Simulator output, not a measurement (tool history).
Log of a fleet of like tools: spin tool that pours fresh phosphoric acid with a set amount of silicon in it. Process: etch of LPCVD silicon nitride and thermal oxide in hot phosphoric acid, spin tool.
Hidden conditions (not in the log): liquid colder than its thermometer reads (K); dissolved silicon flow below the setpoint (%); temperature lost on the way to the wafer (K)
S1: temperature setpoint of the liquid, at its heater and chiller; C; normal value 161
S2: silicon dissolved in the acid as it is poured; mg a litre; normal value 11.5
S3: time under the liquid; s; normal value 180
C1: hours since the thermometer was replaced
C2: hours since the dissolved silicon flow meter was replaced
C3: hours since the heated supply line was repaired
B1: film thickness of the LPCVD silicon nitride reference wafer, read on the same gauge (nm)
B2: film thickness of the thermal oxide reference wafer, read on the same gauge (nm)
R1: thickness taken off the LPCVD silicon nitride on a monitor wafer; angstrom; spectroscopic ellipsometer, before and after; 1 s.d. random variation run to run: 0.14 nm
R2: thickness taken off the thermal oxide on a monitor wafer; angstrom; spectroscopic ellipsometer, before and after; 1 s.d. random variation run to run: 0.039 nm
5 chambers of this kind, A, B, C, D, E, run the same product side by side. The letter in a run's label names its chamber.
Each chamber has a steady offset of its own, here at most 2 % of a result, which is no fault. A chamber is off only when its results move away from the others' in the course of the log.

run	day	S1	S2	S3	C1	C2	C3	B1	B2	R1	R2
1D	0.412	161	11.5	180	963.3	615	2203.9	50.024	140	175.18	4.5104
2A	0.804	161	11.5	180	488.1	593.3	1539.7	49.989	140	174.97	4.0737
3B	1.238	161	11.5	180	747.9	441.8	1127.4	50.026	139.99	171.88	4.3429
4C	1.621	161	11.5	180	627.5	1951.8	208.8	50.014	140	179.33	3.6295
5E	2.05	161	11.5	180	1043.7	941.6	1026.1	50.012	139.98	175.56	4.5177
6A	2.479	161	11.5	180	528.3	633.5	1579.9	50.044	139.99	176.86	4.222
7B	2.896	161	11.5	180	787.7	481.6	1167.2	49.997	140.01	174.7	3.9237
8D	3.283	161	11.5	180	1032.2	683.9	2272.8	50.021	140.01	175.31	4.1512
9E	3.775	161	11.5	180	1085.1	983	1067.5	49.995	140.02	174.71	4.0762
10C	4.079	161	11.5	180	686.5	2010.8	267.8	49.982	139.99	175.66	4.71
11A	4.408	161	11.5	180	574.6	679.8	1626.2	50.014	140	175.07	3.4817
12C	4.775	161	11.5	180	703.2	2027.5	284.5	49.999	140	176.94	4.0259
13D	5.233	158.5	15	180	1079	730.7	2319.6	50.003	140	161.3	3.3454
14E	5.496	158.5	15	180	1126.4	1024.3	1108.8	49.991	140.01	161.38	3.3868
15B	5.825	158.5	15	180	858	551.9	1237.5	50.014	140.01	160.86	2.8482
16C	6.279	158.5	15	180	739.3	2063.6	320.6	49.993	140.01	163.7	3.4897
17E	6.5	158.5	15	180	1150.5	1048.4	1132.9	50.003	140	158.58	3.5426
# day 6.854: chamber D: dissolved silicon flow meter replaced
18B	6.983	161	18	270	885.8	579.7	1265.3	50.016	140.01	262.3	5.0973
19A	7.475	161	18	270	648.2	753.4	1699.8	50.011	140	261.35	5.0874
20D	7.938	161	18	270	1143.9	26.1	2384.5	50.004	140	263.47	5.8583
21D	8.162	161	18	270	1149.3	31.5	2389.9	49.988	139.99	262.5	4.9525
22C	8.592	161	18	270	794.8	2119.1	376.1	50.004	139.98	268.76	5.2164
23A	8.888	161	11.5	180	682.1	787.3	1733.7	50.008	139.99	175.93	3.713
24E	9.125	161	11.5	180	1213.5	1111.4	1195.9	49.986	140.02	173.3	3.6193
25B	9.354	161	11.5	180	942.7	636.6	1322.2	50.02	140	172.6	4.5625
26C	9.717	161	11.5	180	821.8	2146.1	403.1	49.985	140	176.98	4.0154
27E	10.033	161	11.5	180	1235.3	1133.2	1217.7	50.002	139.99	172.37	3.7435
28D	10.262	161	11.5	180	1199.7	81.9	2440.3	50.005	140	175.51	4.1454
29A	10.642	161	11.5	180	724.2	829.4	1775.8	50.031	139.99	176.66	4.0752
30B	11.142	161	11.5	180	985.6	679.5	1365.1	50.008	140.01	173.5	4.0594
31D	11.417	161	11.5	180	1227.4	109.6	2468	50.019	140.01	174.62	3.9944
32E	11.758	161	11.5	180	1276.7	1174.6	1259.1	50.007	140	172.83	3.9531
33B	12.233	161	11.5	180	1011.8	705.7	1391.3	50.01	140	174.26	4.4154
34A	12.479	161	11.5	180	768.3	873.5	1819.9	50.01	139.99	174.32	4.1328

Each of the 5 chambers runs these same settings next. Fill in every chamber's results:
35A	12.842	161	11.5	180						?	?
35B	12.842	161	11.5	180						?	?
35C	12.842	161	11.5	180						?	?
35D	12.842	161	11.5	180						?	?
35E	12.842	161	11.5	180						?	?

run	R1	R2
35A	176.62	3.7829
35B	174.49	4.5339
35C	176.15	4.3935
35D	174.64	3.4306
35E	173.78	4.1189
